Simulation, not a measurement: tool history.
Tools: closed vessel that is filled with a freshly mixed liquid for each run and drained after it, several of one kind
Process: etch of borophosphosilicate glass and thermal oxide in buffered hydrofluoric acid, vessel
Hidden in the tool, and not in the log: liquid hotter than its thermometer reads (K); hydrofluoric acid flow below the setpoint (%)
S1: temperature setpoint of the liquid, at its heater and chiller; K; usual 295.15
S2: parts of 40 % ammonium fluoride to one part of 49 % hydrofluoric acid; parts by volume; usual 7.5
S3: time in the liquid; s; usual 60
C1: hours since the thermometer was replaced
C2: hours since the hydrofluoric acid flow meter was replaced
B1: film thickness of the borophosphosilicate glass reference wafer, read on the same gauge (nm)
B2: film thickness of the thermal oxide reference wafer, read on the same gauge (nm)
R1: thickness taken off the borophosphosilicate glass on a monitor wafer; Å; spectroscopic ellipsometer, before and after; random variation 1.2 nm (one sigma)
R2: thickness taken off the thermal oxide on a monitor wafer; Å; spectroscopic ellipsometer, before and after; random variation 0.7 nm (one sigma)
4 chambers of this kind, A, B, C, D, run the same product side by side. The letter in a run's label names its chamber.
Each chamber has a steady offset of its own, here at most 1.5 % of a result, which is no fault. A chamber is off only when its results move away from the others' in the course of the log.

run,hour,S1,S2,S3,C1,C2,B1,B2,R1,R2
1D,6.3,295.15,7.5,60,559.2,286.4,50.022,109.98,1901.8,794.83
2A,17.6,295.15,7.5,60,1235.8,952.3,49.998,110.00,1878.6,778.63
# hour 27.3: chamber B: thermometer replaced
3C,27.7,295.15,7.5,60,815.9,461.0,50.003,109.99,1897.9,812.93
4B,34.0,295.15,7.5,60,6.8,239.0,50.008,110.01,1896.2,789.43
5A,40.3,293.15,7.5,60,1258.5,975.0,49.983,109.99,1664.8,706.87
6B,49.5,293.15,7.5,60,22.3,254.5,49.989,110.02,1688.8,711.70
7D,61.0,293.15,7.5,60,613.9,341.1,49.991,110.00,1721.0,716.16
8C,66.9,293.15,7.5,60,855.1,500.2,50.004,109.98,1734.8,731.55
9D,76.1,295.15,7.5,60,629.0,356.2,50.007,109.97,1909.1,804.39
10A,83.4,295.15,7.5,60,1301.6,1018.1,50.008,110.03,1855.3,807.36
11B,96.2,295.15,7.5,60,69.0,301.2,50.010,110.01,1882.1,785.16
12C,104.0,295.15,7.5,60,892.2,537.3,50.016,110.00,1914.0,795.56
13B,111.8,295.15,7.5,60,84.6,316.8,49.989,110.04,1923.0,791.89
14C,120.6,295.15,7.5,60,908.8,553.9,49.983,110.00,1924.5,800.16
15A,129.8,295.15,7.5,60,1348.0,1064.5,50.001,110.00,1892.5,791.81
16D,140.2,298.15,7.5,60,693.1,420.3,49.983,110.00,2263.6,946.81
17D,151.9,298.15,7.5,60,704.8,432.0,50.005,110.00,2267.3,950.42
18A,159.2,298.15,7.5,60,1377.4,1093.9,49.969,110.02,2216.7,938.63
19B,167.6,298.15,7.5,60,140.4,372.6,50.017,109.94,2217.9,938.40
20C,174.8,295.15,7.5,60,963.0,608.1,49.965,110.03,1906.2,814.66
21C,183.9,295.15,6.5,60,972.1,617.2,49.998,110.02,2192.2,932.71
22A,195.8,295.15,6.5,60,1414.0,1130.5,49.981,109.98,2160.5,922.80
23B,201.8,295.15,6.5,60,174.6,406.8,50.001,110.00,2156.1,913.72
24D,208.7,295.15,6.5,60,761.6,488.8,49.997,110.05,2193.3,924.30
25C,216.1,295.15,7.5,60,1004.3,649.4,50.023,110.05,1924.2,808.83
26A,224.0,295.15,7.5,60,1442.2,1158.7,49.985,109.99,1880.1,795.10
27B,230.2,295.15,10.5,60,203.0,435.2,49.977,110.03,1379.5,576.21
28D,243.3,295.15,10.5,60,796.2,523.4,49.983,110.04,1393.9,577.01
29C,249.6,295.15,10.5,60,1037.8,682.9,49.985,109.98,1404.4,587.26
30A,262.5,295.15,10.5,60,1480.7,1197.2,49.996,110.04,1356.0,588.13
31D,273.0,295.15,7.5,60,825.9,553.1,49.987,109.98,1912.8,805.63
32B,281.3,295.15,7.5,60,254.1,486.3,49.989,109.98,1874.0,802.63
33B,289.6,295.15,7.5,60,262.4,494.6,50.007,110.01,1899.4,796.17
34C,297.2,299.65,7.5,70,1085.4,730.5,50.007,109.99,2880.0,1186.30
35D,303.2,299.65,7.5,70,856.1,583.3,50.003,110.01,2840.0,1215.10
36A,309.3,299.65,7.5,70,1527.5,1244.0,50.011,110.03,2782.4,1191.00
37D,316.1,299.65,7.5,70,869.0,596.2,50.012,109.99,2853.1,1199.50
# hour 326.4: chamber C: hydrofluoric acid flow meter replaced
38C,327.4,295.15,7.5,60,1115.6,1.1,49.996,110.02,1907.5,810.24
39A,336.3,295.15,7.5,60,1554.5,1271.0,49.988,110.03,1851.9,800.14

All 4 chambers run these settings next. Forecast each chamber's results:
40A,345.7,295.15,5.0,60,,,,,?,?
40B,345.7,295.15,5.0,60,,,,,?,?
40C,345.7,295.15,5.0,60,,,,,?,?
40D,345.7,295.15,5.0,60,,,,,?,?

run,R1,R2
40A,2725.1,1127.70
40B,2713.3,1117.90
40C,2806.7,1151.20
40D,2799.2,1160.10

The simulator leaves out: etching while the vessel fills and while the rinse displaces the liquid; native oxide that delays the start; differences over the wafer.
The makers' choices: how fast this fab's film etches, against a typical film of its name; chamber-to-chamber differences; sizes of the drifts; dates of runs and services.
